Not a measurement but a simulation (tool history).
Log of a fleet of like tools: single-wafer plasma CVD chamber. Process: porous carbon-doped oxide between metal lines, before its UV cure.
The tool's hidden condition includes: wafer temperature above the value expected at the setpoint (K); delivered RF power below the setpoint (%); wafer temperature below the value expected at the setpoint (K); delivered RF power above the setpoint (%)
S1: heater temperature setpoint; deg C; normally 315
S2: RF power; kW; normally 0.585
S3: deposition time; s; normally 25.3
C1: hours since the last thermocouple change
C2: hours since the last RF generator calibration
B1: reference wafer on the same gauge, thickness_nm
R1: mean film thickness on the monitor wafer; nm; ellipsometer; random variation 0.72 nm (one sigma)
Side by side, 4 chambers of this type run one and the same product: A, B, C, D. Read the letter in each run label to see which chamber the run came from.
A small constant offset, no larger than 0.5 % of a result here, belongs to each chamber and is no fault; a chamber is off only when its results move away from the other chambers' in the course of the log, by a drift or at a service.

run	hour	S1	S2	S3	C1	C2	B1	R1
1C	12.5	315	0.585	25.3	185.1	660.1	142.00	140.51
2D	24.5	315	0.585	25.3	1925.6	232.3	141.94	139.91
# hour 33.2: chamber A: thermocouple changed; heater temperature recalibrated
3A	39.5	315	0.585	25.3	6.3	822.4	142.07	140.96
4B	54.1	315	0.585	25.3	2021.2	183.7	141.84	139.93
5C	62.3	315	0.585	25.3	234.9	709.9	141.94	139.79
6B	75.9	315	0.585	25.3	2043.0	205.5	142.07	140.42
7D	84.8	315	0.585	25.3	1985.9	292.6	142.18	141.22
8A	97.8	315	0.585	25.3	64.6	880.7	141.94	139.18
9A	110.2	315	0.585	25.3	77.0	893.1	142.14	140.83
10D	126.0	315	0.585	25.3	2027.1	333.8	141.96	140.29
11C	139.4	315	0.585	25.3	312.0	787.0	141.98	140.31
12B	147.6	315	0.585	25.3	2114.7	277.2	142.02	140.92
13C	155.2	315	0.585	25.3	327.8	802.8	142.07	140.02
14B	167.8	315	0.585	25.3	2134.9	297.4	141.85	141.13
15A	177.8	315	0.585	25.3	144.6	960.7	141.84	140.49
16D	189.4	315	0.585	25.3	2090.5	397.2	141.97	139.51
17B	200.5	315	0.585	25.3	2167.6	330.1	142.03	140.69
18C	213.6	315	0.585	25.3	386.2	861.2	142.05	138.41
19A	225.6	325	0.585	21.2	192.4	1008.5	142.10	112.02
20D	240.1	325	0.585	21.2	2141.2	447.9	141.91	113.18
21B	253.0	325	0.585	21.2	2220.1	382.6	142.06	111.76
22A	266.6	325	0.585	21.2	233.4	1049.5	142.05	111.52
23D	278.7	315	0.585	25.3	2179.8	486.5	142.00	141.07
24C	293.7	315	0.585	25.3	466.3	941.3	142.30	136.09
25B	304.7	315	0.585	25.3	2271.8	434.3	141.98	140.21
26C	320.5	306	0.585	25.3	493.1	968.1	142.09	142.49
27A	335.7	306	0.585	25.3	302.5	1118.6	141.85	144.94

Next, every chamber runs the same settings. What will each give?
28A	347.5	315	0.585	25.3				?
28B	347.5	315	0.585	25.3				?
28C	347.5	315	0.585	25.3				?
28D	347.5	315	0.585	25.3				?

run	R1
28A	141.07
28B	140.31
28C	134.66
28D	140.43
